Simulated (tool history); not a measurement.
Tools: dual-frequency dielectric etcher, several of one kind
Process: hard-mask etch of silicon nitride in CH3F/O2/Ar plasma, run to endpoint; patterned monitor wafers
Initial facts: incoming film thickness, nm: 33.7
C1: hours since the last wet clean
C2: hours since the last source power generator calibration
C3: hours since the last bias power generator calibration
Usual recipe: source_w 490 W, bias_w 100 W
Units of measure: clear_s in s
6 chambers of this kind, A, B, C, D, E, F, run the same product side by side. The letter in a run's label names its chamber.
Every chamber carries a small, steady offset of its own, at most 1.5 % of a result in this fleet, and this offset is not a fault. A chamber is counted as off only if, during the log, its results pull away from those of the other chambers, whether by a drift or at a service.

run 1F hour=9.1 | source_w=490 bias_w=100 | C1=253.8 C2=701.1 C3=2628.9 | clear_s=40.423
run 2A hour=18.4 | source_w=490 bias_w=100 | C1=269.5 C2=132.5 C3=1409.2 | clear_s=40.196
run 3C hour=30.0 | source_w=490 bias_w=100 | C1=486.4 C2=1684.9 C3=2942.6 | clear_s=40.350
run 4D hour=40.4 | source_w=490 bias_w=100 | C1=398.1 C2=618.4 C3=2876.5 | clear_s=40.010
run 5B hour=53.0 | source_w=490 bias_w=100 | C1=481.7 C2=1166.6 C3=2446.2 | clear_s=39.720
run 6E hour=65.7 | source_w=490 bias_w=100 | C1=226.3 C2=2390.5 C3=1313.1 | clear_s=39.614
run 7A hour=73.5 | source_w=490 bias_w=100 | C1=324.6 C2=187.6 C3=1464.3 | clear_s=40.124
run 8F hour=86.2 | source_w=490 bias_w=100 | C1=330.9 C2=778.2 C3=2706.0 | clear_s=40.435
run 9C hour=95.4 | source_w=490 bias_w=100 | C1=551.8 C2=1750.3 C3=3008.0 | clear_s=40.382
-- hour=102.8 chamber B: wet clean of the chamber
run 10E hour=104.3 | source_w=490 bias_w=100 | C1=264.9 C2=2429.1 C3=1351.7 | clear_s=40.072
run 11D hour=111.3 | source_w=560 bias_w=108 | C1=469.0 C2=689.3 C3=2947.4 | clear_s=37.184
run 12B hour=117.4 | source_w=560 bias_w=108 | C1=14.7 C2=1231.0 C3=2510.6 | clear_s=36.893
run 13B hour=123.5 | source_w=560 bias_w=108 | C1=20.8 C2=1237.1 C3=2516.7 | clear_s=36.720
run 14C hour=136.6 | source_w=560 bias_w=108 | C1=593.0 C2=1791.5 C3=3049.2 | clear_s=37.278
run 15D hour=146.0 | source_w=560 bias_w=108 | C1=503.7 C2=724.0 C3=2982.1 | clear_s=37.207
run 16F hour=156.1 | source_w=560 bias_w=108 | C1=400.8 C2=848.1 C3=2775.9 | clear_s=37.389
-- hour=156.9 chamber C: wet clean of the chamber
run 17E hour=162.3 | source_w=490 bias_w=100 | C1=322.9 C2=2487.1 C3=1409.7 | clear_s=39.956
-- hour=165.0 chamber F: bias power generator calibrated
run 18A hour=171.7 | source_w=490 bias_w=100 | C1=422.8 C2=285.8 C3=1562.5 | clear_s=40.454
-- hour=178.3 chamber A: wet clean of the chamber
run 19D hour=182.7 | source_w=490 bias_w=100 | C1=540.4 C2=760.7 C3=3018.8 | clear_s=40.071
run 20A hour=191.3 | source_w=490 bias_w=100 | C1=13.1 C2=305.4 C3=1582.1 | clear_s=40.688
-- hour=199.1 chamber E: wet clean of the chamber
run 21E hour=203.1 | source_w=490 bias_w=100 | C1=4.0 C2=2527.9 C3=1450.5 | clear_s=39.159
run 22F hour=214.3 | source_w=490 bias_w=100 | C1=459.0 C2=906.3 C3=49.3 | clear_s=40.489
run 23B hour=226.1 | source_w=570 bias_w=112 | C1=123.4 C2=1339.7 C3=2619.3 | clear_s=35.911
run 24C hour=236.4 | source_w=570 bias_w=112 | C1=79.6 C2=1891.3 C3=3149.0 | clear_s=36.375
run 25B hour=246.6 | source_w=570 bias_w=112 | C1=143.9 C2=1360.2 C3=2639.8 | clear_s=36.025
-- hour=252.6 chamber D: wet clean of the chamber
run 26E hour=258.9 | source_w=570 bias_w=112 | C1=59.8 C2=2583.7 C3=1506.3 | clear_s=35.121
run 27F hour=268.8 | source_w=570 bias_w=112 | C1=513.5 C2=960.8 C3=103.8 | clear_s=36.260
run 28C hour=279.0 | source_w=570 bias_w=112 | C1=122.2 C2=1933.9 C3=3191.6 | clear_s=36.432
run 29D hour=289.2 | source_w=490 bias_w=100 | C1=36.7 C2=867.2 C3=3125.3 | clear_s=40.420
run 30A hour=297.0 | source_w=490 bias_w=100 | C1=118.8 C2=411.1 C3=1687.8 | clear_s=40.222
run 31B hour=302.9 | source_w=490 bias_w=100 | C1=200.2 C2=1416.5 C3=2696.1 | clear_s=39.837
run 32D hour=309.6 | source_w=490 bias_w=100 | C1=57.1 C2=887.6 C3=3145.7 | clear_s=40.162
-- hour=315.8 chamber F: wet clean of the chamber
run 33A hour=322.1 | source_w=490 bias_w=100 | C1=143.9 C2=436.2 C3=1712.9 | clear_s=40.227
run 34C hour=333.4 | source_w=490 bias_w=100 | C1=176.6 C2=1988.3 C3=3246.0 | clear_s=40.134
run 35F hour=342.5 | source_w=430 bias_w=116 | C1=26.7 C2=1034.5 C3=177.5 | clear_s=40.260
run 36E hour=355.7 | source_w=430 bias_w=116 | C1=156.6 C2=2680.5 C3=1603.1 | clear_s=38.698

Is one chamber off against the others, does the gauge drift, or is nothing wrong? If a chamber is off, say which, and what the likeliest cause is.

The work done on chamber E during a service left it standing apart from the others.
Most likely cause: etch rate over this chamber's usual, % = 2.82.

Chamber E could run next with any of the 4 candidate recipes listed below; each alters the usual settings, and their results appear as question marks. Which one brings its results back in line with what the other chambers deliver on the usual settings?
A result is in line if it is within this distance of the other chambers' mean on the usual settings: clear_s 0.560 s
run 37E-1 hour=365.3 | source_w=530 bias_w=100 | clear_s=?
run 37E-2 hour=365.3 | source_w=490 bias_w=84 | clear_s=?
run 37E-3 hour=365.3 | source_w=470 bias_w=95 | clear_s=?
run 37E-4 hour=365.3 | source_w=490 bias_w=116 | clear_s=?

On the usual settings, the other chambers give on average: clear_s 40.211 s
run=37E-1 clear_s=37.882
run=37E-2 clear_s=41.518
run=37E-3 clear_s=40.354
run=37E-4 clear_s=36.920
It is 37E-3 that realigns the chamber with its peers.
